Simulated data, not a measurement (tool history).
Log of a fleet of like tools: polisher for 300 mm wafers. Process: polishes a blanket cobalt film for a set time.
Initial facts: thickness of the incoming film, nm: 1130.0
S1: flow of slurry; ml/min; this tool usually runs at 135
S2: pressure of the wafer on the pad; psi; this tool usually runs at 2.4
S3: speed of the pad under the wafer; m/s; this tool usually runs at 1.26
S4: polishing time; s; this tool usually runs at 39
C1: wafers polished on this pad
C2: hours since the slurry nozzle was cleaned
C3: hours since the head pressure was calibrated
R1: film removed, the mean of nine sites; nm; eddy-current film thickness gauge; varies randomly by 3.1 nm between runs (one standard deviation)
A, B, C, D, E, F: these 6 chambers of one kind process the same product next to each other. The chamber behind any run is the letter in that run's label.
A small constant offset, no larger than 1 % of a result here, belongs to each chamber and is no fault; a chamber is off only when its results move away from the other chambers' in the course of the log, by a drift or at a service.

Run 1A, hour 13.0: usual settings; C1 742; C2 57.5; C3 261.6. Result: R1 275.61 nm.
Run 2F, hour 20.5: usual settings; C1 483; C2 607.0; C3 109.2. Result: R1 274.57 nm.
Run 3E, hour 28.8: usual settings; C1 770; C2 410.6; C3 203.1. Result: R1 268.59 nm.
Run 4B, hour 37.7: usual settings; C1 684; C2 282.5; C3 535.3. Result: R1 270.62 nm.
At hour 39.1: chamber A: worn pad replaced by a new one.
Run 5D, hour 44.2: usual settings; C1 1003; C2 176.5; C3 405.9. Result: R1 272.71 nm.
At hour 49.4: chamber F: worn pad replaced by a new one.
At hour 51.1: chamber D: worn pad replaced by a new one.
Run 6C, hour 55.5: usual settings; C1 1174; C2 78.1; C3 881.2. Result: R1 276.24 nm.
Run 7F, hour 62.2: usual settings but S3 1.52 m/s, S4 43 s; C1 152; C2 648.7; C3 150.9. Result: R1 368.41 nm.
At hour 62.6: chamber B: slurry nozzle cleaned.
At hour 65.0: chamber B: worn pad replaced by a new one.
At hour 69.6: chamber C: worn pad replaced by a new one.
Run 8E, hour 69.8: usual settings but S3 1.52 m/s, S4 43 s; C1 1256; C2 451.6; C3 244.1. Result: R1 360.71 nm.
Run 9D, hour 77.4: usual settings but S3 1.52 m/s, S4 43 s; C1 311; C2 209.7; C3 439.1. Result: R1 366.80 nm.
Run 10A, hour 87.2: usual settings but S3 1.52 m/s, S4 43 s; C1 571; C2 131.7; C3 335.8. Result: R1 360.01 nm.
At hour 93.4: chamber D: slurry nozzle cleaned.
Run 11B, hour 96.0: usual settings but S3 1.52 m/s, S4 43 s; C1 367; C2 33.4; C3 593.6. Result: R1 370.86 nm.
Run 12C, hour 102.4: usual settings but S3 1.52 m/s, S4 43 s; C1 389; C2 125.0; C3 928.1. Result: R1 370.75 nm.
Run 13B, hour 109.7: usual settings but S2 2.0 psi, S4 47 s; C1 530; C2 47.1; C3 607.3. Result: R1 281.17 nm.
At hour 114.9: chamber A: worn pad replaced by a new one.
At hour 119.2: chamber F: worn pad replaced by a new one.
Run 14F, hour 122.3: usual settings but S2 2.0 psi, S4 47 s; C1 37; C2 708.8; C3 211.0. Result: R1 276.96 nm.
At hour 133.2: chamber D: worn pad replaced by a new one.
Run 15E, hour 134.8: usual settings but S2 2.0 psi, S4 47 s; C1 2026; C2 516.6; C3 309.1. Result: R1 270.88 nm.
At hour 137.4: chamber F: slurry nozzle cleaned.
Run 16A, hour 143.2: usual settings but S2 2.0 psi, S4 47 s; C1 336; C2 187.7; C3 391.8. Result: R1 270.04 nm.
At hour 146.9: chamber B: worn pad replaced by a new one.
At hour 153.6: chamber A: head pressure recalibrated.
Run 17D, hour 156.5: usual settings but S2 2.0 psi, S4 47 s; C1 276; C2 63.2; C3 518.2. Result: R1 279.34 nm.
Run 18C, hour 166.2: usual settings but S2 2.0 psi, S4 47 s; C1 1145; C2 188.8; C3 991.9. Result: R1 272.53 nm.
At hour 176.8: chamber D: head pressure recalibrated.
Run 19A, hour 177.9: usual settings; C1 747; C2 222.4; C3 24.3. Result: R1 274.28 nm.
Run 20D, hour 186.8: usual settings; C1 635; C2 93.5; C3 10.1. Result: R1 278.99 nm.
At hour 191.6: chamber E: slurry nozzle cleaned.
Run 21C, hour 199.5: usual settings; C1 1540; C2 222.1; C3 1025.2. Result: R1 272.63 nm.
At hour 199.8: chamber F: worn pad replaced by a new one.
At hour 201.3: chamber A: worn pad replaced by a new one.
At hour 201.6: chamber C: worn pad replaced by a new one.
Run 22B, hour 206.0: usual settings; C1 700; C2 143.4; C3 703.6. Result: R1 275.75 nm.
Run 23F, hour 211.9: usual settings; C1 144; C2 74.6; C3 300.6. Result: R1 270.18 nm.
At hour 221.4: chamber D: worn pad replaced by a new one.
At hour 222.7: chamber B: worn pad replaced by a new one.
Run 24E, hour 223.1: usual settings; C1 3072; C2 31.5; C3 397.4. Result: R1 263.58 nm.
Run 25C, hour 229.7: usual settings; C1 333; C2 252.3; C3 1055.4. Result: R1 276.04 nm.
Run 26E, hour 240.1: usual settings; C1 3273; C2 48.5; C3 414.4. Result: R1 260.47 nm.
Run 27A, hour 248.4: usual settings; C1 559; C2 292.9; C3 94.8. Result: R1 274.39 nm.
Run 28F, hour 256.1: usual settings; C1 668; C2 118.8; C3 344.8. Result: R1 272.20 nm.
Run 29D, hour 265.0: usual settings; C1 517; C2 171.7; C3 88.3. Result: R1 279.21 nm.
Run 30B, hour 272.5: usual settings; C1 590; C2 209.9; C3 770.1. Result: R1 271.69 nm.
At hour 277.1: chamber A: worn pad replaced by a new one.
Run 31E, hour 285.8: usual settings; C1 3815; C2 94.2; C3 460.1. Result: R1 253.51 nm.
At hour 289.7: chamber F: worn pad replaced by a new one.
Run 32D, hour 294.4: usual settings but S2 2.8 psi, S4 33 s; C1 865; C2 201.1; C3 117.7. Result: R1 273.77 nm.
At hour 296.8: chamber B: worn pad replaced by a new one.
Run 33C, hour 303.3: usual settings but S2 2.8 psi, S4 33 s; C1 1205; C2 325.9; C3 1129.0. Result: R1 266.63 nm.
At hour 305.7: chamber D: worn pad replaced by a new one.
Run 34B, hour 313.0: usual settings but S2 2.8 psi, S4 33 s; C1 192; C2 250.4; C3 810.6. Result: R1 267.88 nm.
At hour 321.2: chamber F: head pressure recalibrated.
Run 35A, hour 323.4: usual settings but S2 2.8 psi, S4 33 s; C1 548; C2 367.9; C3 169.8. Result: R1 272.53 nm.
At hour 332.2: chamber C: worn pad replaced by a new one.
At hour 334.5: chamber D: slurry nozzle cleaned.
Run 36F, hour 336.5: usual settings but S2 2.8 psi, S4 33 s; C1 555; C2 199.2; C3 15.3. Result: R1 263.90 nm.
Run 37D, hour 345.1: usual settings but S2 2.8 psi, S4 33 s; C1 467; C2 10.7; C3 168.4. Result: R1 276.44 nm.
Run 38F, hour 354.7: usual settings; C1 771; C2 217.4; C3 33.5. Result: R1 275.76 nm.
Run 39C, hour 361.1: usual settings; C1 342; C2 383.7; C3 1186.8. Result: R1 274.66 nm.
At hour 364.3: chamber A: slurry nozzle cleaned.
Run 40A, hour 368.4: usual settings; C1 1082; C2 4.2; C3 214.8. Result: R1 276.71 nm.
At hour 369.7: chamber A: worn pad replaced by a new one.
At hour 375.2: chamber B: worn pad replaced by a new one.
Run 41B, hour 380.8: usual settings; C1 67; C2 318.2; C3 878.4. Result: R1 277.56 nm.
Run 42E, hour 389.8: usual settings; C1 5047; C2 198.2; C3 564.1. Result: R1 252.86 nm.
Run 43A, hour 397.4: usual settings but S1 155 ml/min; C1 328; C2 33.2; C3 243.8. Result: R1 283.20 nm.
Run 44C, hour 407.4: usual settings but S1 155 ml/min; C1 891; C2 430.0; C3 1233.1. Result: R1 284.28 nm.

All 6 chambers run these settings next. Forecast each chamber's results:
Run 45A, hour 417.0: usual settings. Result: R1 ?.
Run 45B, hour 417.0: usual settings. Result: R1 ?.
Run 45C, hour 417.0: usual settings. Result: R1 ?.
Run 45D, hour 417.0: usual settings. Result: R1 ?.
Run 45E, hour 417.0: usual settings. Result: R1 ?.
Run 45F, hour 417.0: usual settings. Result: R1 ?.

run      R1
45A  278.89
45B  273.67
45C  271.71
45D  270.20
45E  248.09
45F  274.47
